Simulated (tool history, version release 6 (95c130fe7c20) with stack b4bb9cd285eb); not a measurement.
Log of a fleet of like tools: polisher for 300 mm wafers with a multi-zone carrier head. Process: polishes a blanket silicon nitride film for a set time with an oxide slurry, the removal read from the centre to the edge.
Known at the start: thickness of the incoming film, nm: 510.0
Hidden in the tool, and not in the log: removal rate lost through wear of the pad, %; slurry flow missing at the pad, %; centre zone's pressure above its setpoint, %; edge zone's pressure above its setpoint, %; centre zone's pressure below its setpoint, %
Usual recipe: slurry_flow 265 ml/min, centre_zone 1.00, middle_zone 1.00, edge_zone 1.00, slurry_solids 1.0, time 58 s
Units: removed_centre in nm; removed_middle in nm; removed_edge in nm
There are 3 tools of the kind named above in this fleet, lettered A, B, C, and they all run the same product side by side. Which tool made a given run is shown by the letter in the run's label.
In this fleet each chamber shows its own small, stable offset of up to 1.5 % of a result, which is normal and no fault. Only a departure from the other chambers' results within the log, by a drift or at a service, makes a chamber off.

| run | hour | slurry_flow | centre_zone | middle_zone | edge_zone | slurry_solids | time | wafers polished on this pad | hours since the slurry nozzle was cleaned | hours since the centre zone pressure was calibrated | hours since the edge zone pressure was calibrated | removed_centre | removed_middle | removed_edge |
|---|---|---|---|---|---|---|---|---|---|---|---|---|---|---|
| 1C | 9.5 | 265 | 1.00 | 1.00 | 1.00 | 1.0 | 58 | 625 | 467.6 | 126.8 | 490.1 | 66.135 | 65.462 | 65.310 |
| 2A | 19.4 | 265 | 1.00 | 1.00 | 1.00 | 1.0 | 58 | 580 | 578.7 | 397.1 | 706.9 | 66.232 | 66.033 | 66.157 |
|  | 25.5 | chamber B: worn pad replaced by a new one |
| 3B | 26.3 | 265 | 1.00 | 1.00 | 1.00 | 1.0 | 58 | 11 | 31.6 | 178.8 | 328.1 | 66.136 | 66.979 | 66.732 |
| 4C | 32.0 | 265 | 1.00 | 1.00 | 1.00 | 1.0 | 58 | 930 | 490.1 | 149.3 | 512.6 | 66.207 | 65.068 | 66.090 |
| 5A | 38.8 | 265 | 1.00 | 1.00 | 1.00 | 1.0 | 58 | 843 | 598.1 | 416.5 | 726.3 | 65.298 | 65.768 | 66.359 |
| 6B | 44.7 | 265 | 1.00 | 1.00 | 1.00 | 1.0 | 58 | 261 | 50.0 | 197.2 | 346.5 | 65.557 | 66.652 | 66.620 |
|  | 52.4 | chamber A: worn pad replaced by a new one |
| 7B | 52.5 | 265 | 1.00 | 1.04 | 1.00 | 1.0 | 45 | 367 | 57.8 | 205.0 | 354.3 | 51.854 | 53.386 | 51.613 |
| 8C | 61.5 | 265 | 1.00 | 1.04 | 1.00 | 1.0 | 45 | 1330 | 519.6 | 178.8 | 542.1 | 50.593 | 53.294 | 51.019 |
| 9A | 67.4 | 265 | 1.00 | 1.04 | 1.00 | 1.0 | 45 | 203 | 626.7 | 445.1 | 754.9 | 50.888 | 53.269 | 50.666 |
| 10C | 73.3 | 265 | 1.00 | 1.00 | 1.00 | 1.0 | 58 | 1490 | 531.4 | 190.6 | 553.9 | 65.781 | 64.390 | 64.464 |
| 11B | 78.0 | 265 | 1.00 | 1.00 | 1.00 | 1.0 | 58 | 712 | 83.3 | 230.5 | 379.8 | 65.812 | 66.749 | 66.644 |
|  | 82.4 | chamber A: slurry nozzle cleaned |
|  | 84.4 | chamber B: worn pad replaced by a new one |
| 12A | 85.6 | 265 | 1.00 | 1.00 | 1.00 | 1.0 | 58 | 450 | 3.2 | 463.3 | 773.1 | 65.486 | 65.654 | 65.965 |
| 13C | 92.6 | 265 | 1.00 | 1.00 | 1.00 | 1.0 | 58 | 1752 | 550.7 | 209.9 | 573.2 | 65.985 | 64.406 | 63.950 |
| 14A | 102.2 | 265 | 1.00 | 1.00 | 1.00 | 1.0 | 58 | 675 | 19.8 | 479.9 | 789.7 | 65.567 | 64.962 | 65.801 |
| 15B | 110.2 | 265 | 1.00 | 1.00 | 1.00 | 1.0 | 58 | 350 | 115.5 | 262.7 | 412.0 | 65.725 | 66.562 | 66.227 |
| 16A | 116.7 | 265 | 1.00 | 1.00 | 1.00 | 1.0 | 42 | 872 | 34.3 | 494.4 | 804.2 | 47.454 | 47.460 | 48.136 |
| 17C | 125.8 | 265 | 1.00 | 1.00 | 1.00 | 1.0 | 42 | 2202 | 583.9 | 243.1 | 606.4 | 47.545 | 46.340 | 45.578 |
| 18B | 131.7 | 265 | 1.00 | 1.00 | 1.00 | 1.0 | 42 | 641 | 137.0 | 284.2 | 433.5 | 46.876 | 47.937 | 48.275 |
| 19B | 141.1 | 265 | 1.00 | 1.00 | 1.00 | 1.0 | 58 | 769 | 146.4 | 293.6 | 442.9 | 65.745 | 65.788 | 66.375 |
|  | 142.4 | chamber B: worn pad replaced by a new one |
|  | 146.1 | chamber A: worn pad replaced by a new one |
| 20A | 149.2 | 265 | 1.00 | 1.00 | 1.00 | 1.0 | 58 | 42 | 66.8 | 526.9 | 836.7 | 65.339 | 65.587 | 65.691 |
| 21C | 158.4 | 265 | 1.00 | 1.00 | 1.00 | 1.0 | 58 | 2644 | 616.5 | 275.7 | 639.0 | 62.492 | 62.886 | 62.895 |
| 22C | 165.4 | 265 | 1.00 | 1.00 | 1.00 | 1.0 | 47 | 2739 | 623.5 | 282.7 | 646.0 | 50.215 | 50.855 | 50.833 |
| 23A | 170.5 | 265 | 1.00 | 1.00 | 1.00 | 1.0 | 47 | 331 | 88.1 | 548.2 | 858.0 | 53.158 | 54.322 | 52.876 |
|  | 175.5 | chamber C: edge zone pressure recalibrated |
| 24B | 177.9 | 265 | 1.00 | 1.00 | 1.00 | 1.0 | 47 | 482 | 183.2 | 330.4 | 479.7 | 52.962 | 53.010 | 54.392 |
| 25B | 184.9 | 265 | 1.00 | 1.00 | 1.00 | 1.0 | 58 | 577 | 190.2 | 337.4 | 486.7 | 65.699 | 66.416 | 65.825 |
| 26C | 192.2 | 265 | 1.00 | 1.00 | 1.00 | 1.0 | 58 | 3102 | 650.3 | 309.5 | 16.7 | 62.973 | 62.584 | 61.681 |
|  | 194.8 | chamber B: worn pad replaced by a new one |
| 27A | 200.4 | 265 | 1.00 | 1.00 | 1.00 | 1.0 | 58 | 736 | 118.0 | 578.1 | 887.9 | 64.597 | 66.641 | 65.862 |
| 28B | 208.6 | 265 | 1.07 | 1.00 | 0.95 | 1.0 | 58 | 187 | 213.9 | 361.1 | 510.4 | 72.639 | 66.708 | 64.217 |
| 29A | 216.9 | 265 | 1.07 | 1.00 | 0.95 | 1.0 | 58 | 960 | 134.5 | 594.6 | 904.4 | 70.618 | 64.920 | 63.926 |
|  | 218.6 | chamber A: worn pad replaced by a new one |
| 30C | 223.0 | 265 | 1.07 | 1.00 | 0.95 | 1.0 | 58 | 3520 | 681.1 | 340.3 | 47.5 | 66.944 | 60.246 | 58.643 |
| 31C | 227.8 | 265 | 1.00 | 1.00 | 1.00 | 0.9 | 58 | 3585 | 685.9 | 345.1 | 52.3 | 58.806 | 58.103 | 58.908 |
| 32A | 233.9 | 265 | 1.00 | 1.00 | 1.00 | 0.9 | 58 | 207 | 151.5 | 611.6 | 921.4 | 61.188 | 63.244 | 61.902 |
|  | 239.1 | chamber A: centre zone pressure recalibrated |
|  | 240.5 | chamber B: worn pad replaced by a new one |
| 33B | 242.2 | 265 | 1.00 | 1.00 | 1.00 | 0.9 | 58 | 23 | 247.5 | 394.7 | 544.0 | 62.868 | 62.416 | 62.651 |
| 34A | 248.3 | 265 | 1.00 | 1.00 | 1.00 | 1.0 | 58 | 402 | 165.9 | 9.3 | 935.8 | 65.012 | 65.320 | 65.676 |
| 35C | 256.2 | 265 | 1.00 | 1.00 | 1.00 | 1.0 | 58 | 3970 | 714.3 | 373.5 | 80.7 | 60.470 | 59.814 | 59.697 |
| 36B | 264.2 | 265 | 1.00 | 1.00 | 1.00 | 1.0 | 58 | 321 | 269.5 | 416.7 | 566.0 | 66.376 | 65.805 | 65.133 |

For the next run the whole fleet of 3 chambers uses the same settings. Give each chamber's results:
| 37A | 271.3 | 265 | 1.10 | 1.00 | 1.00 | 1.0 | 58 |  |  |  |  | ? | ? | ? |
| 37B | 271.3 | 265 | 1.10 | 1.00 | 1.00 | 1.0 | 58 |  |  |  |  | ? | ? | ? |
| 37C | 271.3 | 265 | 1.10 | 1.00 | 1.00 | 1.0 | 58 |  |  |  |  | ? | ? | ? |

| run | removed_centre | removed_middle | removed_edge |
|---|---|---|---|
| 37A | 72.513 | 65.300 | 64.969 |
| 37B | 71.984 | 67.596 | 66.628 |
| 37C | 67.764 | 59.361 | 60.405 |
